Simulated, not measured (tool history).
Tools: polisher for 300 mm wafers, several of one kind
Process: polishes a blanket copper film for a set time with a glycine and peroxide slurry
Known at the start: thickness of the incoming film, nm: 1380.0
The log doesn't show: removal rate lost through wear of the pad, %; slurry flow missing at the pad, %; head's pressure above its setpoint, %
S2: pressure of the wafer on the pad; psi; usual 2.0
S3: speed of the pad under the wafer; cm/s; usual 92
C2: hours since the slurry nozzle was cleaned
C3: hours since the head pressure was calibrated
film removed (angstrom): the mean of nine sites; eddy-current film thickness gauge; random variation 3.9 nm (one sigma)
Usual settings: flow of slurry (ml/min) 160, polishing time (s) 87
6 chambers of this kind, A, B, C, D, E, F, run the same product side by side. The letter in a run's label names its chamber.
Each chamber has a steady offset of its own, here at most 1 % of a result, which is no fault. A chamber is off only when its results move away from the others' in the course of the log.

{"hour": 7.4, "done": "chamber C: worn pad replaced by a new one"}
{"run": "1C", "hour": 12.2, "flow of slurry (ml/min)": 160, "S2": 2.0, "S3": 92, "polishing time (s)": 87, "wafers polished on this pad": 27, "C2": 449.9, "C3": 96.8, "film removed (angstrom)": 3527.4}
{"hour": 14.8, "done": "chamber E: worn pad replaced by a new one"}
{"run": "2A", "hour": 23.1, "flow of slurry (ml/min)": 160, "S2": 2.0, "S3": 92, "polishing time (s)": 87, "wafers polished on this pad": 602, "C2": 282.1, "C3": 950.9, "film removed (angstrom)": 3455.6}
{"hour": 26.2, "done": "chamber D: head pressure recalibrated"}
{"run": "3E", "hour": 30.1, "flow of slurry (ml/min)": 160, "S2": 2.0, "S3": 92, "polishing time (s)": 87, "wafers polished on this pad": 85, "C2": 313.2, "C3": 1082.7, "film removed (angstrom)": 3583.1}
{"run": "4B", "hour": 43.2, "flow of slurry (ml/min)": 160, "S2": 2.0, "S3": 92, "polishing time (s)": 87, "wafers polished on this pad": 447, "C2": 79.0, "C3": 122.1, "film removed (angstrom)": 3494.9}
{"hour": 50.3, "done": "chamber A: worn pad replaced by a new one"}
{"run": "5F", "hour": 53.5, "flow of slurry (ml/min)": 160, "S2": 2.0, "S3": 92, "polishing time (s)": 87, "wafers polished on this pad": 466, "C2": 160.5, "C3": 283.2, "film removed (angstrom)": 3447.0}
{"run": "6D", "hour": 62.7, "flow of slurry (ml/min)": 160, "S2": 2.0, "S3": 92, "polishing time (s)": 87, "wafers polished on this pad": 477, "C2": 77.3, "C3": 36.6, "film removed (angstrom)": 3572.9}
{"run": "7E", "hour": 77.1, "flow of slurry (ml/min)": 160, "S2": 2.0, "S3": 92, "polishing time (s)": 87, "wafers polished on this pad": 347, "C2": 360.2, "C3": 1129.7, "film removed (angstrom)": 3570.0}
{"run": "8F", "hour": 91.1, "flow of slurry (ml/min)": 160, "S2": 2.0, "S3": 92, "polishing time (s)": 87, "wafers polished on this pad": 675, "C2": 198.1, "C3": 320.8, "film removed (angstrom)": 3547.3}
{"hour": 91.6, "done": "chamber F: head pressure recalibrated"}
{"run": "9C", "hour": 100.0, "flow of slurry (ml/min)": 160, "S2": 2.0, "S3": 92, "polishing time (s)": 87, "wafers polished on this pad": 516, "C2": 537.7, "C3": 184.6, "film removed (angstrom)": 3554.7}
{"run": "10A", "hour": 110.0, "flow of slurry (ml/min)": 160, "S2": 2.0, "S3": 92, "polishing time (s)": 103, "wafers polished on this pad": 333, "C2": 369.0, "C3": 1037.8, "film removed (angstrom)": 4141.9}
{"run": "11B", "hour": 117.1, "flow of slurry (ml/min)": 160, "S2": 2.0, "S3": 92, "polishing time (s)": 103, "wafers polished on this pad": 859, "C2": 152.9, "C3": 196.0, "film removed (angstrom)": 4174.1}
{"hour": 118.0, "done": "chamber E: worn pad replaced by a new one"}
{"hour": 128.5, "done": "chamber F: worn pad replaced by a new one"}
{"hour": 129.8, "done": "chamber C: worn pad replaced by a new one"}
{"run": "12D", "hour": 130.5, "flow of slurry (ml/min)": 160, "S2": 2.0, "S3": 92, "polishing time (s)": 103, "wafers polished on this pad": 855, "C2": 145.1, "C3": 104.4, "film removed (angstrom)": 4220.4}
{"run": "13F", "hour": 142.7, "flow of slurry (ml/min)": 160, "S2": 2.0, "S3": 92, "polishing time (s)": 103, "wafers polished on this pad": 79, "C2": 249.7, "C3": 51.2, "film removed (angstrom)": 4080.4}
{"hour": 144.6, "done": "chamber A: slurry nozzle cleaned"}
{"run": "14A", "hour": 149.7, "flow of slurry (ml/min)": 160, "S2": 2.0, "S3": 92, "polishing time (s)": 103, "wafers polished on this pad": 554, "C2": 5.2, "C3": 1077.5, "film removed (angstrom)": 4173.6}
{"run": "15E", "hour": 158.4, "flow of slurry (ml/min)": 160, "S2": 2.0, "S3": 92, "polishing time (s)": 103, "wafers polished on this pad": 225, "C2": 441.5, "C3": 1211.0, "film removed (angstrom)": 4099.4}
{"run": "16C", "hour": 167.0, "flow of slurry (ml/min)": 160, "S2": 1.6, "S3": 92, "polishing time (s)": 87, "wafers polished on this pad": 207, "C2": 604.7, "C3": 251.6, "film removed (angstrom)": 2961.9}
{"hour": 169.4, "done": "chamber A: head pressure recalibrated"}
{"run": "17D", "hour": 176.4, "flow of slurry (ml/min)": 160, "S2": 1.6, "S3": 92, "polishing time (s)": 87, "wafers polished on this pad": 1111, "C2": 191.0, "C3": 150.3, "film removed (angstrom)": 2995.8}
{"hour": 178.1, "done": "chamber B: worn pad replaced by a new one"}
{"hour": 180.9, "done": "chamber A: worn pad replaced by a new one"}
{"hour": 181.0, "done": "chamber D: slurry nozzle cleaned"}
{"run": "18B", "hour": 190.6, "flow of slurry (ml/min)": 160, "S2": 1.6, "S3": 92, "polishing time (s)": 87, "wafers polished on this pad": 69, "C2": 226.4, "C3": 269.5, "film removed (angstrom)": 2990.9}
{"hour": 197.5, "done": "chamber F: slurry nozzle cleaned"}
{"run": "19A", "hour": 202.4, "flow of slurry (ml/min)": 160, "S2": 1.6, "S3": 92, "polishing time (s)": 87, "wafers polished on this pad": 120, "C2": 57.9, "C3": 33.0, "film removed (angstrom)": 3014.8}
{"run": "20C", "hour": 211.7, "flow of slurry (ml/min)": 160, "S2": 1.6, "S3": 92, "polishing time (s)": 87, "wafers polished on this pad": 456, "C2": 649.4, "C3": 296.3, "film removed (angstrom)": 2930.8}
{"hour": 219.2, "done": "chamber E: worn pad replaced by a new one"}
{"run": "21F", "hour": 220.4, "flow of slurry (ml/min)": 160, "S2": 1.6, "S3": 92, "polishing time (s)": 87, "wafers polished on this pad": 512, "C2": 22.9, "C3": 128.9, "film removed (angstrom)": 2987.1}
{"hour": 229.3, "done": "chamber D: worn pad replaced by a new one"}
{"run": "22E", "hour": 229.7, "flow of slurry (ml/min)": 160, "S2": 2.0, "S3": 92, "polishing time (s)": 87, "wafers polished on this pad": 59, "C2": 512.8, "C3": 1282.3, "film removed (angstrom)": 3440.7}
{"run": "23D", "hour": 240.5, "flow of slurry (ml/min)": 160, "S2": 1.8, "S3": 92, "polishing time (s)": 87, "wafers polished on this pad": 62, "C2": 59.5, "C3": 214.4, "film removed (angstrom)": 3259.0}
{"run": "24B", "hour": 251.0, "flow of slurry (ml/min)": 160, "S2": 1.8, "S3": 92, "polishing time (s)": 87, "wafers polished on this pad": 406, "C2": 286.8, "C3": 329.9, "film removed (angstrom)": 3263.3}
{"run": "25C", "hour": 261.9, "flow of slurry (ml/min)": 160, "S2": 1.8, "S3": 92, "polishing time (s)": 87, "wafers polished on this pad": 736, "C2": 699.6, "C3": 346.5, "film removed (angstrom)": 3246.7}
{"hour": 262.7, "done": "chamber C: worn pad replaced by a new one"}
{"hour": 267.8, "done": "chamber C: slurry nozzle cleaned"}
{"hour": 272.1, "done": "chamber E: head pressure recalibrated"}
{"run": "26F", "hour": 274.4, "flow of slurry (ml/min)": 160, "S2": 1.8, "S3": 92, "polishing time (s)": 87, "wafers polished on this pad": 813, "C2": 76.9, "C3": 182.9, "film removed (angstrom)": 3214.8}
{"run": "27D", "hour": 285.0, "flow of slurry (ml/min)": 160, "S2": 1.8, "S3": 92, "polishing time (s)": 87, "wafers polished on this pad": 310, "C2": 104.0, "C3": 258.9, "film removed (angstrom)": 3239.1}
{"hour": 286.3, "done": "chamber F: worn pad replaced by a new one"}
{"run": "28E", "hour": 297.4, "flow of slurry (ml/min)": 160, "S2": 1.8, "S3": 92, "polishing time (s)": 87, "wafers polished on this pad": 436, "C2": 580.5, "C3": 25.4, "film removed (angstrom)": 3170.2}
{"run": "29A", "hour": 309.6, "flow of slurry (ml/min)": 160, "S2": 2.0, "S3": 92, "polishing time (s)": 87, "wafers polished on this pad": 717, "C2": 165.1, "C3": 140.2, "film removed (angstrom)": 3506.4}
{"hour": 311.7, "done": "chamber A: worn pad replaced by a new one"}
{"hour": 317.5, "done": "chamber E: worn pad replaced by a new one"}
{"run": "30B", "hour": 324.2, "flow of slurry (ml/min)": 160, "S2": 2.0, "S3": 92, "polishing time (s)": 87, "wafers polished on this pad": 814, "C2": 360.0, "C3": 403.1, "film removed (angstrom)": 3566.3}
{"run": "31D", "hour": 336.0, "flow of slurry (ml/min)": 125, "S2": 2.0, "S3": 106, "polishing time (s)": 87, "wafers polished on this pad": 594, "C2": 155.0, "C3": 309.9, "film removed (angstrom)": 3720.6}
{"run": "32E", "hour": 346.0, "flow of slurry (ml/min)": 125, "S2": 2.0, "S3": 106, "polishing time (s)": 87, "wafers polished on this pad": 159, "C2": 629.1, "C3": 74.0, "film removed (angstrom)": 3490.4}
{"run": "33F", "hour": 353.2, "flow of slurry (ml/min)": 125, "S2": 2.0, "S3": 106, "polishing time (s)": 87, "wafers polished on this pad": 373, "C2": 155.7, "C3": 261.7, "film removed (angstrom)": 3740.4}
{"run": "34A", "hour": 364.7, "flow of slurry (ml/min)": 125, "S2": 2.0, "S3": 106, "polishing time (s)": 87, "wafers polished on this pad": 295, "C2": 220.2, "C3": 195.3, "film removed (angstrom)": 3733.8}
{"hour": 373.8, "done": "chamber C: worn pad replaced by a new one"}
{"run": "35C", "hour": 373.9, "flow of slurry (ml/min)": 125, "S2": 2.0, "S3": 106, "polishing time (s)": 87, "wafers polished on this pad": 0, "C2": 106.1, "C3": 458.5, "film removed (angstrom)": 3731.8}
{"run": "36B", "hour": 388.6, "flow of slurry (ml/min)": 125, "S2": 2.0, "S3": 106, "polishing time (s)": 87, "wafers polished on this pad": 1173, "C2": 424.4, "C3": 467.5, "film removed (angstrom)": 3758.3}
{"hour": 390.9, "done": "chamber B: slurry nozzle cleaned"}
{"hour": 393.8, "done": "chamber B: worn pad replaced by a new one"}
{"run": "37D", "hour": 398.9, "flow of slurry (ml/min)": 160, "S2": 2.0, "S3": 92, "polishing time (s)": 87, "wafers polished on this pad": 945, "C2": 217.9, "C3": 372.8, "film removed (angstrom)": 3518.3}
{"run": "38B", "hour": 407.5, "flow of slurry (ml/min)": 160, "S2": 2.0, "S3": 92, "polishing time (s)": 87, "wafers polished on this pad": 76, "C2": 16.6, "C3": 486.4, "film removed (angstrom)": 3525.4}

Is one chamber off against the others, does the gauge drift, or is nothing wrong? If a chamber is off, say which, and what the likeliest cause is.

Chamber E drifts away from the others.
Cause: slurry flow missing at the pad, % = 38.5.

Here are 4 candidates for chamber E's next run, each the usual settings with a change, their results left as question marks. Which one brings its results back in line with what the others give on the usual settings?
In line means no further than this from the other chambers' mean on the usual settings: film removed (angstrom) 140.0
{"run": "39E-1", "hour": 418.1, "flow of slurry (ml/min)": 165, "S2": 2.2, "S3": 92, "polishing time (s)": 87, "film removed (angstrom)": "?"}
{"run": "39E-2", "hour": 418.1, "flow of slurry (ml/min)": 160, "S2": 1.9, "S3": 86, "polishing time (s)": 80, "film removed (angstrom)": "?"}
{"run": "39E-3", "hour": 418.1, "flow of slurry (ml/min)": 160, "S2": 2.0, "S3": 88, "polishing time (s)": 82, "film removed (angstrom)": "?"}
{"run": "39E-4", "hour": 418.1, "flow of slurry (ml/min)": 165, "S2": 2.0, "S3": 100, "polishing time (s)": 96, "film removed (angstrom)": "?"}

The other chambers' mean on the usual settings: film removed (angstrom) 3510.4
run=39E-1 film_removed_(angstrom)=3473.1
run=39E-2 film_removed_(angstrom)=2700.0
run=39E-3 film_removed_(angstrom)=2923.1
run=39E-4 film_removed_(angstrom)=3794.3
39E-1 brings the chamber back in line.

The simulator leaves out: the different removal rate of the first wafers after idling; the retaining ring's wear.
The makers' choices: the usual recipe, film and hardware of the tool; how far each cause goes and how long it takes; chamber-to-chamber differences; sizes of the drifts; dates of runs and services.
